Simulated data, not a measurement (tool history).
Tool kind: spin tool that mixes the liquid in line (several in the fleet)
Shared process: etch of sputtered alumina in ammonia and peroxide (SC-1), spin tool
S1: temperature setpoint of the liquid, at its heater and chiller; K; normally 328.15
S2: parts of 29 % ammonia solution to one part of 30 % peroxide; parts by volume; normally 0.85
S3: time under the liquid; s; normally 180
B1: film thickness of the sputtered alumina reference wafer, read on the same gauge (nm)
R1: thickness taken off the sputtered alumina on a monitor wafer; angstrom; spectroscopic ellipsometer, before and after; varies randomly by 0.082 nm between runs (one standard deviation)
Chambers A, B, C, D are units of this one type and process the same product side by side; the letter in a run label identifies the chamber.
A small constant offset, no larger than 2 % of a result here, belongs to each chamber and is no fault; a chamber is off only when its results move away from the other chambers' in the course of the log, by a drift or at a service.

run   hour      S1    S2   S3      B1      R1
       4.9  -- chamber D: thermometer replaced
 1B    6.2  328.15  0.85  180  99.971   90.01
 2C   14.7  328.15  0.85  180  99.979  90.332
 3D   20.3  328.15  0.85  180  99.993  89.193
 4A   28.3  328.15  0.85  180  99.996  88.759
 5D   32.8  328.15  0.85  180  99.981  86.588
 6B   40.4  328.15  0.85  180  99.979  89.473
 7C   45.4  328.15  0.85  180   99.99  89.481
      48.1  -- chamber C: new drum of ammonia solution connected
 8A   54.6  328.15  0.85  180   99.97  87.788
 9D   63.2  328.15  0.85  180  99.996  87.552
      64.8  -- chamber A: new drum of ammonia solution connected
10B     68  328.15  0.85  180  99.964   89.12
11C   75.6  328.15  0.85  265  99.976  130.01
12A   81.7  328.15  0.85  265     100  131.35
13D   88.7  328.15  0.85  265  99.964  129.18
14C   93.6  328.15  0.85  265  99.994  129.65
15A  100.3  333.15  0.85  275  99.999  174.84
16B  105.8  333.15  0.85  275  99.997  178.07
17C  115.6  333.15  0.85  275  100.01  177.21
18A  123.2  333.15  0.85  275  99.971  177.04
19D  128.2  328.15  0.85  180  100.03  87.898
20B  136.2  328.15  0.85  180  100.04  89.334
21D  143.7  333.15  0.85  180  99.977  115.12
22A  153.3  333.15  0.85  180  99.992  113.79
23B  159.3  333.15  0.85  180  100.01  115.43
     162.3  -- chamber D: new drum of ammonia solution connected
24C  168.6  333.15  0.85  180  99.998  117.13
25B  174.5  328.15  0.85  180   99.98  90.329
26D  180.3  328.15  0.85  180  99.969  86.632
27A    185  328.15  0.85  180  99.991  85.701
28C  189.3  328.15  0.85  180  99.981  88.261
29C    199  328.15  0.85  180  99.998  87.199
30B  207.7  322.65  0.45  180  99.988  63.164
31A  217.5  322.65  0.45  180  100.03  59.866
32D  225.9  322.65  0.45  180  99.975   61.48
33C  233.8  322.65  0.45  180  100.02  61.898
34D  243.2  328.15   0.7  180  99.979  87.505
35A  249.7  328.15   0.7  180  99.998  83.027
36B  257.2  328.15   0.7  180  100.02   87.77
37C  264.1  328.15   0.7  180  99.987  87.278
38B    269  328.15  0.85  180  99.997  87.958
39D    276  328.15  0.85  180  99.999  88.027

Next, every chamber runs the same settings. What will each give?
40A   283  328.15  0.85  275       ?
40B   283  328.15  0.85  275       ?
40C   283  328.15  0.85  275       ?
40D   283  328.15  0.85  275       ?

run      R1
40A  130.47
40B  136.07
40C  136.08
40D  134.44
